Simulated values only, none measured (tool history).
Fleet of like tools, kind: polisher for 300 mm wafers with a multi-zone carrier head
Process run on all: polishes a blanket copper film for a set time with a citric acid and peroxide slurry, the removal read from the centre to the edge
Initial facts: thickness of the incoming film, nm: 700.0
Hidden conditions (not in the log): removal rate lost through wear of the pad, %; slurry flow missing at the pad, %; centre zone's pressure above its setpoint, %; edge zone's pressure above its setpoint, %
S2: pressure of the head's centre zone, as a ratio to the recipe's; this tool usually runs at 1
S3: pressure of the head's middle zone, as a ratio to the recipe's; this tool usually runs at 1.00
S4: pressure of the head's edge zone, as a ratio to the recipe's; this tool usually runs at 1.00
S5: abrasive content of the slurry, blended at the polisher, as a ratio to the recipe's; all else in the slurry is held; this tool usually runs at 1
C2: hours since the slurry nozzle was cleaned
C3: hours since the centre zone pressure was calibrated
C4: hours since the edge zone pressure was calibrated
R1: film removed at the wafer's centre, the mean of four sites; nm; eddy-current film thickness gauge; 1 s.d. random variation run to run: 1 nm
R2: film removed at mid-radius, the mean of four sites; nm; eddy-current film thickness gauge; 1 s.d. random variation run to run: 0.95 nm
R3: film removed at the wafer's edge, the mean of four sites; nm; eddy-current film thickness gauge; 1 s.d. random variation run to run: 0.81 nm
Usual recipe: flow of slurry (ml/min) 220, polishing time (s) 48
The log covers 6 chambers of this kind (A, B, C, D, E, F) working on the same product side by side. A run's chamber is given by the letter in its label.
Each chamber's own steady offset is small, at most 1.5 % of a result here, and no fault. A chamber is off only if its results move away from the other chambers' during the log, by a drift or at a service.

At hour 5.2: chamber F: worn pad replaced by a new one.
Run 1A, hour 14.3: usual settings; wafers polished on this pad 252; C2 265.4; C3 734.5; C4 640.1. Result: R1 112.23 nm, R2 113.29 nm, R3 112.71 nm.
Run 2F, hour 26.2: usual settings; wafers polished on this pad 233; C2 111.2; C3 436.6; C4 516.7. Result: R1 112.62 nm, R2 109.93 nm, R3 110.58 nm.
At hour 28.9: chamber A: centre zone pressure recalibrated.
At hour 31.6: chamber C: centre zone pressure recalibrated.
Run 3B, hour 41.2: usual settings; wafers polished on this pad 1469; C2 76.2; C3 1061.6; C4 936.4. Result: R1 111.30 nm, R2 111.13 nm, R3 113.11 nm.
At hour 41.9: chamber B: worn pad replaced by a new one.
Run 4D, hour 55.3: usual settings; wafers polished on this pad 710; C2 762.9; C3 68.5; C4 421.6. Result: R1 109.78 nm, R2 113.56 nm, R3 112.73 nm.
At hour 62.0: chamber C: slurry nozzle cleaned.
At hour 63.5: chamber E: worn pad replaced by a new one.
Run 5E, hour 66.2: usual settings; wafers polished on this pad 30; C2 94.3; C3 918.1; C4 326.6. Result: R1 112.64 nm, R2 114.03 nm, R3 111.90 nm.
At hour 70.4: chamber F: centre zone pressure recalibrated.
Run 6C, hour 78.3: usual settings; wafers polished on this pad 1319; C2 16.4; C3 46.8; C4 888.4. Result: R1 112.69 nm, R2 110.87 nm, R3 111.85 nm.
At hour 83.1: chamber A: worn pad replaced by a new one.
Run 7A, hour 85.6: usual settings; wafers polished on this pad 27; C2 336.7; C3 56.8; C4 711.4. Result: R1 112.60 nm, R2 112.00 nm, R3 113.00 nm.
Run 8D, hour 100.0: usual settings; wafers polished on this pad 1206; C2 807.6; C3 113.2; C4 466.3. Result: R1 111.10 nm, R2 112.52 nm, R3 113.16 nm.
Run 9C, hour 114.3: usual settings but flow of slurry (ml/min) 290, S3 0.96; wafers polished on this pad 1718; C2 52.4; C3 82.8; C4 924.4. Result: R1 116.93 nm, R2 111.10 nm, R3 114.43 nm.
Run 10F, hour 127.7: usual settings but flow of slurry (ml/min) 290, S3 0.96; wafers polished on this pad 1358; C2 212.7; C3 57.3; C4 618.2. Result: R1 117.14 nm, R2 111.18 nm, R3 114.30 nm.
At hour 130.3: chamber D: worn pad replaced by a new one.
At hour 136.1: chamber F: worn pad replaced by a new one.
Run 11E, hour 141.0: usual settings but flow of slurry (ml/min) 290, S3 0.96; wafers polished on this pad 859; C2 169.1; C3 992.9; C4 401.4. Result: R1 116.04 nm, R2 111.11 nm, R3 114.11 nm.
At hour 145.3: chamber A: slurry nozzle cleaned.
Run 12B, hour 149.5: usual settings but flow of slurry (ml/min) 290, S3 0.96; wafers polished on this pad 1193; C2 184.5; C3 1169.9; C4 1044.7. Result: R1 116.94 nm, R2 109.75 nm, R3 114.67 nm.
At hour 153.4: chamber D: slurry nozzle cleaned.
Run 13D, hour 160.5: usual settings but flow of slurry (ml/min) 290, S3 0.96; wafers polished on this pad 334; C2 7.2; C3 173.7; C4 526.8. Result: R1 115.17 nm, R2 114.09 nm, R3 115.61 nm.
At hour 161.0: chamber B: worn pad replaced by a new one.
At hour 165.3: chamber E: worn pad replaced by a new one.
Run 14C, hour 175.0: usual settings but flow of slurry (ml/min) 290, S3 0.96; wafers polished on this pad 2391; C2 113.1; C3 143.5; C4 985.1. Result: R1 112.80 nm, R2 108.87 nm, R3 112.21 nm.
At hour 179.5: chamber A: worn pad replaced by a new one.
Run 15B, hour 184.5: usual settings; wafers polished on this pad 261; C2 219.5; C3 1204.9; C4 1079.7. Result: R1 110.59 nm, R2 110.19 nm, R3 113.57 nm.
Run 16E, hour 199.0: usual settings; wafers polished on this pad 374; C2 227.1; C3 1050.9; C4 459.4. Result: R1 112.76 nm, R2 113.95 nm, R3 112.60 nm.
Run 17F, hour 208.4: usual settings; wafers polished on this pad 802; C2 293.4; C3 138.0; C4 698.9. Result: R1 113.26 nm, R2 110.70 nm, R3 111.56 nm.
Run 18A, hour 220.6: usual settings; wafers polished on this pad 456; C2 75.4; C3 191.8; C4 846.4. Result: R1 111.70 nm, R2 112.00 nm, R3 114.58 nm.
Run 19E, hour 227.5: usual settings; wafers polished on this pad 690; C2 255.6; C3 1079.4; C4 487.9. Result: R1 112.33 nm, R2 110.83 nm, R3 110.99 nm.
Run 20F, hour 234.9: usual settings but flow of slurry (ml/min) 165, S4 1.08; wafers polished on this pad 1095; C2 319.9; C3 164.5; C4 725.4. Result: R1 106.81 nm, R2 106.00 nm, R3 114.46 nm.
At hour 240.1: chamber F: slurry nozzle cleaned.
Run 21B, hour 242.8: usual settings but flow of slurry (ml/min) 165, S4 1.08; wafers polished on this pad 907; C2 277.8; C3 1263.2; C4 1138.0. Result: R1 106.80 nm, R2 104.42 nm, R3 114.40 nm.
At hour 244.9: chamber D: worn pad replaced by a new one.
At hour 256.1: chamber E: worn pad replaced by a new one.
Run 22D, hour 256.4: usual settings but flow of slurry (ml/min) 165, S4 1.08; wafers polished on this pad 128; C2 103.1; C3 269.6; C4 622.7. Result: R1 105.02 nm, R2 107.65 nm, R3 113.36 nm.
Run 23A, hour 268.0: usual settings but flow of slurry (ml/min) 165, S4 1.08; wafers polished on this pad 982; C2 122.8; C3 239.2; C4 893.8. Result: R1 105.97 nm, R2 105.32 nm, R3 114.60 nm.
At hour 272.9: chamber F: worn pad replaced by a new one.
Run 24C, hour 279.3: usual settings but flow of slurry (ml/min) 165, S4 1.08; wafers polished on this pad 3547; C2 217.4; C3 247.8; C4 1089.4. Result: R1 101.88 nm, R2 101.41 nm, R3 106.13 nm.
At hour 284.2: chamber A: worn pad replaced by a new one.
Run 25F, hour 291.8: usual settings but flow of slurry (ml/min) 165, S4 1.08; wafers polished on this pad 209; C2 51.7; C3 221.4; C4 782.3. Result: R1 107.98 nm, R2 106.42 nm, R3 114.21 nm.
At hour 293.2: chamber B: worn pad replaced by a new one.
At hour 302.9: chamber B: centre zone pressure recalibrated.
Run 26D, hour 303.6: usual settings; wafers polished on this pad 651; C2 150.3; C3 316.8; C4 669.9. Result: R1 111.85 nm, R2 113.35 nm, R3 113.12 nm.
Run 27B, hour 314.4: usual settings; wafers polished on this pad 235; C2 349.4; C3 11.6; C4 1209.6. Result: R1 112.44 nm, R2 109.82 nm, R3 112.78 nm.
Run 28E, hour 328.5: usual settings; wafers polished on this pad 802; C2 356.6; C3 1180.4; C4 588.9. Result: R1 111.56 nm, R2 111.91 nm, R3 110.85 nm.
At hour 335.8: chamber F: edge zone pressure recalibrated.
Run 29A, hour 342.7: usual settings; wafers polished on this pad 649; C2 197.5; C3 313.9; C4 968.5. Result: R1 111.95 nm, R2 111.21 nm, R3 113.52 nm.
Run 30C, hour 355.5: usual settings; wafers polished on this pad 4392; C2 293.6; C3 324.0; C4 1165.6. Result: R1 102.85 nm, R2 102.21 nm, R3 103.25 nm.
At hour 359.2: chamber E: slurry nozzle cleaned.
At hour 359.7: chamber E: worn pad replaced by a new one.
At hour 359.9: chamber C: slurry nozzle cleaned.
Run 31A, hour 369.4: usual settings; wafers polished on this pad 945; C2 224.2; C3 340.6; C4 995.2. Result: R1 113.84 nm, R2 112.49 nm, R3 112.36 nm.
At hour 378.3: chamber A: worn pad replaced by a new one.
At hour 381.2: chamber D: worn pad replaced by a new one.
Run 32F, hour 381.8: usual settings; wafers polished on this pad 1207; C2 141.7; C3 311.4; C4 46.0. Result: R1 111.99 nm, R2 110.15 nm, R3 110.84 nm.
Run 33C, hour 395.3: usual settings; wafers polished on this pad 4833; C2 35.4; C3 363.8; C4 1205.4. Result: R1 101.88 nm, R2 100.64 nm, R3 100.02 nm.
At hour 399.0: chamber B: worn pad replaced by a new one.
Run 34D, hour 408.6: usual settings; wafers polished on this pad 304; C2 255.3; C3 421.8; C4 774.9. Result: R1 111.99 nm, R2 113.53 nm, R3 111.88 nm.
Run 35E, hour 418.4: usual settings; wafers polished on this pad 651; C2 59.2; C3 1270.3; C4 678.8. Result: R1 113.99 nm, R2 114.89 nm, R3 111.09 nm.
Run 36B, hour 432.6: usual settings; wafers polished on this pad 373; C2 467.6; C3 129.8; C4 1327.8. Result: R1 111.35 nm, R2 109.89 nm, R3 113.71 nm.
Run 37A, hour 439.6: usual settings; wafers polished on this pad 679; C2 294.4; C3 410.8; C4 1065.4. Result: R1 110.31 nm, R2 111.15 nm, R3 113.17 nm.
Run 38B, hour 451.3: usual settings; wafers polished on this pad 580; C2 486.3; C3 148.5; C4 1346.5. Result: R1 109.87 nm, R2 111.78 nm, R3 112.31 nm.
Run 39D, hour 462.9: usual settings but flow of slurry (ml/min) 180; wafers polished on this pad 906; C2 309.6; C3 476.1; C4 829.2. Result: R1 109.30 nm, R2 110.72 nm, R3 110.29 nm.

Is one chamber off against the others, does the gauge drift, or is nothing wrong? If a chamber is off, say which, and what the likeliest cause is.

Little by little, chamber C moves away from the other chambers.
Most likely cause: removal rate lost through wear of the pad, % = 12.1.

Which of the 4 candidates below, each the usual settings with something changed and its results left as question marks, puts chamber C back in line with what the other chambers give on the usual settings?
Allowed miss from the other chambers' usual-settings mean, per result, to count as in line: R1 3.500 nm; R2 3.300 nm; R3 2.800 nm
Run 40C-1, hour 474.2: usual settings but S2 1.01, S4 0.98, S5 0.95, polishing time (s) 40. Result: R1 ?, R2 ?, R3 ?.
Run 40C-2, hour 474.2: usual settings but S2 1.01, S4 0.99, polishing time (s) 42. Result: R1 ?, R2 ?, R3 ?.
Run 40C-3, hour 474.2: usual settings but S2 0.99, S4 1.01, polishing time (s) 55. Result: R1 ?, R2 ?, R3 ?.
Run 40C-4, hour 474.2: usual settings but flow of slurry (ml/min) 225, S2 0.99, S4 1.02, S5 1.05, polishing time (s) 58. Result: R1 ?, R2 ?, R3 ?.

Mean of the other chambers on the usual settings: R1 111.760 nm; R2 111.860 nm; R3 112.580 nm
  run       R1       R2       R3
40C-1   82.426   80.563   79.874
40C-2   87.505   85.526   85.240
40C-3  112.130  112.010  112.780
40C-4  119.890  119.710  121.070
The right change is 40C-3: it brings the chamber back within the allowed miss of the others.
